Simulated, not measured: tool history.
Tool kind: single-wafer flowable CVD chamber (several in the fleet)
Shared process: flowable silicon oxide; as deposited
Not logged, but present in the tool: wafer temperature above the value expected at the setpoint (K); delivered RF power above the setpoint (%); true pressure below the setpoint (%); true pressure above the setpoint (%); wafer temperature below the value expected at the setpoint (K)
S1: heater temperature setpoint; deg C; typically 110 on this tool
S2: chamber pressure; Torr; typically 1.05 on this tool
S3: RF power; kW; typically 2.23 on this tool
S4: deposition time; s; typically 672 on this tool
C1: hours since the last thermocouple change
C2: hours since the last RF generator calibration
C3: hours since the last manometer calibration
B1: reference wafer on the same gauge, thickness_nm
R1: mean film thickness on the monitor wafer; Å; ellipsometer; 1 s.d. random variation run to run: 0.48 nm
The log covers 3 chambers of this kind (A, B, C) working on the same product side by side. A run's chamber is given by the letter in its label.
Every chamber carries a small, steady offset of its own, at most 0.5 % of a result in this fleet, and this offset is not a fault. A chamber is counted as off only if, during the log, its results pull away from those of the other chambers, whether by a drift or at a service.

{"run": "1C", "hour": 6.8, "S1": 110, "S2": 1.05, "S3": 2.23, "S4": 672, "C1": 817.3, "C2": 931.1, "C3": 1402.6, "B1": 435.85, "R1": 4181.5}
{"run": "2A", "hour": 14.5, "S1": 110, "S2": 1.05, "S3": 2.23, "S4": 672, "C1": 236.8, "C2": 337.2, "C3": 401.9, "B1": 435.99, "R1": 4174.6}
{"run": "3B", "hour": 20.6, "S1": 110, "S2": 1.05, "S3": 2.23, "S4": 672, "C1": 1808.8, "C2": 1188.1, "C3": 22.6, "B1": 435.74, "R1": 4196.6}
{"run": "4A", "hour": 33.9, "S1": 110, "S2": 1.05, "S3": 2.23, "S4": 672, "C1": 256.2, "C2": 356.6, "C3": 421.3, "B1": 435.9, "R1": 4177.7}
{"run": "5C", "hour": 42.2, "S1": 110, "S2": 1.05, "S3": 2.23, "S4": 672, "C1": 852.7, "C2": 966.5, "C3": 1438, "B1": 435.65, "R1": 4183.4}
{"run": "6B", "hour": 53.3, "S1": 110, "S2": 1.05, "S3": 2.23, "S4": 672, "C1": 1841.5, "C2": 1220.8, "C3": 55.3, "B1": 435.51, "R1": 4197.9}
{"run": "7B", "hour": 63.6, "S1": 110, "S2": 1.05, "S3": 1.885, "S4": 566, "C1": 1851.8, "C2": 1231.1, "C3": 65.6, "B1": 435.32, "R1": 3429.2}
{"run": "8C", "hour": 69.8, "S1": 110, "S2": 1.05, "S3": 1.885, "S4": 566, "C1": 880.3, "C2": 994.1, "C3": 1465.6, "B1": 435.46, "R1": 3405.4}
{"run": "9A", "hour": 83.1, "S1": 110, "S2": 1.05, "S3": 1.885, "S4": 566, "C1": 305.4, "C2": 405.8, "C3": 470.5, "B1": 435.49, "R1": 3400.7}
{"run": "10A", "hour": 88.9, "S1": 110, "S2": 1.05, "S3": 2.23, "S4": 672, "C1": 311.2, "C2": 411.6, "C3": 476.3, "B1": 435.42, "R1": 4168.7}
{"run": "11C", "hour": 99.8, "S1": 110, "S2": 1.05, "S3": 2.23, "S4": 569, "C1": 910.3, "C2": 1024.1, "C3": 1495.6, "B1": 435.29, "R1": 3546.1}
{"run": "12B", "hour": 112.7, "S1": 110, "S2": 1.05, "S3": 2.23, "S4": 569, "C1": 1900.9, "C2": 1280.2, "C3": 114.7, "B1": 435.19, "R1": 3549.2}
{"run": "13A", "hour": 123.7, "S1": 110, "S2": 1.05, "S3": 2.23, "S4": 569, "C1": 346, "C2": 446.4, "C3": 511.1, "B1": 435, "R1": 3519.4}
{"run": "14C", "hour": 132.1, "S1": 110, "S2": 1.05, "S3": 2.23, "S4": 672, "C1": 942.6, "C2": 1056.4, "C3": 1527.9, "B1": 435.18, "R1": 4178.9}
{"hour": 137.2, "done": "chamber B: RF generator calibrated"}
{"run": "15B", "hour": 143.3, "S1": 110, "S2": 1.05, "S3": 2.23, "S4": 672, "C1": 1931.5, "C2": 6.1, "C3": 145.3, "B1": 434.97, "R1": 4190.7}
{"run": "16A", "hour": 149.8, "S1": 110, "S2": 1.05, "S3": 2.23, "S4": 672, "C1": 372.1, "C2": 472.5, "C3": 537.2, "B1": 434.86, "R1": 4162.8}
{"run": "17B", "hour": 156.8, "S1": 110, "S2": 1.05, "S3": 2.23, "S4": 672, "C1": 1945, "C2": 19.6, "C3": 158.8, "B1": 434.77, "R1": 4183.6}
{"run": "18C", "hour": 168.9, "S1": 110, "S2": 1.05, "S3": 2.23, "S4": 672, "C1": 979.4, "C2": 1093.2, "C3": 1564.7, "B1": 434.74, "R1": 4177.3}
{"run": "19B", "hour": 181.2, "S1": 110, "S2": 1.05, "S3": 2.23, "S4": 672, "C1": 1969.4, "C2": 44, "C3": 183.2, "B1": 434.4, "R1": 4185.1}
{"run": "20C", "hour": 190.3, "S1": 110, "S2": 1.05, "S3": 2.23, "S4": 672, "C1": 1000.8, "C2": 1114.6, "C3": 1586.1, "B1": 434.52, "R1": 4171}
{"run": "21A", "hour": 198.6, "S1": 100, "S2": 1.05, "S3": 2.23, "S4": 672, "C1": 420.9, "C2": 521.3, "C3": 586, "B1": 434.34, "R1": 5837.6}
{"run": "22B", "hour": 207.8, "S1": 100, "S2": 1.05, "S3": 2.23, "S4": 672, "C1": 1996, "C2": 70.6, "C3": 209.8, "B1": 434.37, "R1": 5844.3}
{"run": "23A", "hour": 215.6, "S1": 100, "S2": 1.05, "S3": 2.23, "S4": 672, "C1": 437.9, "C2": 538.3, "C3": 603, "B1": 434.27, "R1": 5833.1}
{"run": "24C", "hour": 222.5, "S1": 110, "S2": 1.05, "S3": 1.86, "S4": 628, "C1": 1033, "C2": 1146.8, "C3": 1618.3, "B1": 434.34, "R1": 3755.9}
{"run": "25B", "hour": 231.3, "S1": 110, "S2": 1.05, "S3": 1.86, "S4": 628, "C1": 2019.5, "C2": 94.1, "C3": 233.3, "B1": 434.32, "R1": 3767.2}
{"run": "26C", "hour": 237.2, "S1": 110, "S2": 1.05, "S3": 1.86, "S4": 628, "C1": 1047.7, "C2": 1161.5, "C3": 1633, "B1": 434.22, "R1": 3752.7}
{"run": "27A", "hour": 246.1, "S1": 110, "S2": 1.05, "S3": 2.23, "S4": 672, "C1": 468.4, "C2": 568.8, "C3": 633.5, "B1": 434.13, "R1": 4169.5}
{"run": "28B", "hour": 253.5, "S1": 102, "S2": 1.05, "S3": 2.23, "S4": 672, "C1": 2041.7, "C2": 116.3, "C3": 255.5, "B1": 434.21, "R1": 5453.7}
{"run": "29C", "hour": 261.6, "S1": 102, "S2": 1.05, "S3": 2.23, "S4": 672, "C1": 1072.1, "C2": 1185.9, "C3": 1657.4, "B1": 433.97, "R1": 5460.7}

All 3 chambers run these settings next. Forecast each chamber's results:
{"run": "30A", "hour": 271.2, "S1": 110, "S2": 1.05, "S3": 2.23, "S4": 672, "R1": "?"}
{"run": "30B", "hour": 271.2, "S1": 110, "S2": 1.05, "S3": 2.23, "S4": 672, "R1": "?"}
{"run": "30C", "hour": 271.2, "S1": 110, "S2": 1.05, "S3": 2.23, "S4": 672, "R1": "?"}

run=30A R1=4148.5
run=30B R1=4178.6
run=30C R1=4169.2
